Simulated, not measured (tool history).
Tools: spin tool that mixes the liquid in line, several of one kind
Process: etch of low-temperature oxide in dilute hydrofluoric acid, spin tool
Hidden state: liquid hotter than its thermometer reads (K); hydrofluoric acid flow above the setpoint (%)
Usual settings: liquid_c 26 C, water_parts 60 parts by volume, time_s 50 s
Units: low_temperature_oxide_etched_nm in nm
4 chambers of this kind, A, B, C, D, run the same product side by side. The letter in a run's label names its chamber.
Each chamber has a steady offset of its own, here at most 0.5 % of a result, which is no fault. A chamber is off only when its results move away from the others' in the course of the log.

run	hour	liquid_c	water_parts	time_s	hours since the thermometer was replaced	hours since the hydrofluoric acid flow meter was replaced	read-back film thickness of the low-temperature oxide reference wafer, read on the same gauge (nm)	low_temperature_oxide_etched_nm
1C	7.3	26	60	50	540.6	2020.9	90.015	22.495
2D	17.4	26	60	50	980.1	1004.9	90.012	22.301
3A	23.9	26	60	50	826.3	673.1	90.004	22.397
4B	35.8	26	60	50	1402.8	175.3	90.001	22.458
5A	49.1	26	60	50	851.5	698.3	90.007	22.356
6D	59.4	26	85	30	1022.1	1046.9	90.003	9.1529
7B	65.7	26	85	30	1432.7	205.2	89.988	9.2334
8C	79.2	26	85	30	612.5	2092.8	90.007	9.2671
9B	92.7	26	85	30	1459.7	232.2	89.997	9.233
10D	100.3	26	60	50	1063	1087.8	89.98	22.181
11C	113.3	26	85	35	646.6	2126.9	90.004	10.779
12A	124.6	26	85	35	927	773.8	89.977	10.683
13C	130.5	26	85	35	663.8	2144.1	89.967	10.695
14A	138	26	85	35	940.4	787.2	90.002	10.71
15D	147.5	26	60	50	1110.2	1135	90.014	22.386
# hour 158.1: chamber B: thermometer replaced
16B	160.9	26	60	50	2.8	300.4	89.98	22.228
17C	169.2	26	60	50	702.5	2182.8	89.984	22.585
# hour 172.7: chamber C: hydrofluoric acid flow meter replaced
18B	177.2	26	60	50	19.1	316.7	90.053	22.314
19A	190.4	28	60	70	992.8	839.6	89.985	34.136
20D	197	28	60	70	1159.7	1184.5	90.035	33.956
21C	203.3	28	60	70	736.6	30.6	90.008	34.183
22B	211.8	28	60	70	53.7	351.3	89.983	33.887
23D	222	26	60	50	1184.7	1209.5	90.013	22.27
24A	231.5	26	60	50	1033.9	880.7	89.99	22.474
# hour 237.9: chamber D: thermometer replaced
25D	243.2	26	60	50	5.4	1230.7	89.989	22.264
26A	254.9	26	60	50	1057.3	904.1	90.001	22.376
27B	266	26	60	50	107.9	405.5	90.029	22.278
28C	272	26	60	50	805.3	99.3	90.016	22.549

All 4 chambers run these settings next. Forecast each chamber's results:
29A	281.7	26	60	50				?
29B	281.7	26	60	50				?
29C	281.7	26	60	50				?
29D	281.7	26	60	50				?

run	low_temperature_oxide_etched_nm
29A	22.312
29B	22.196
29C	22.517
29D	22.311
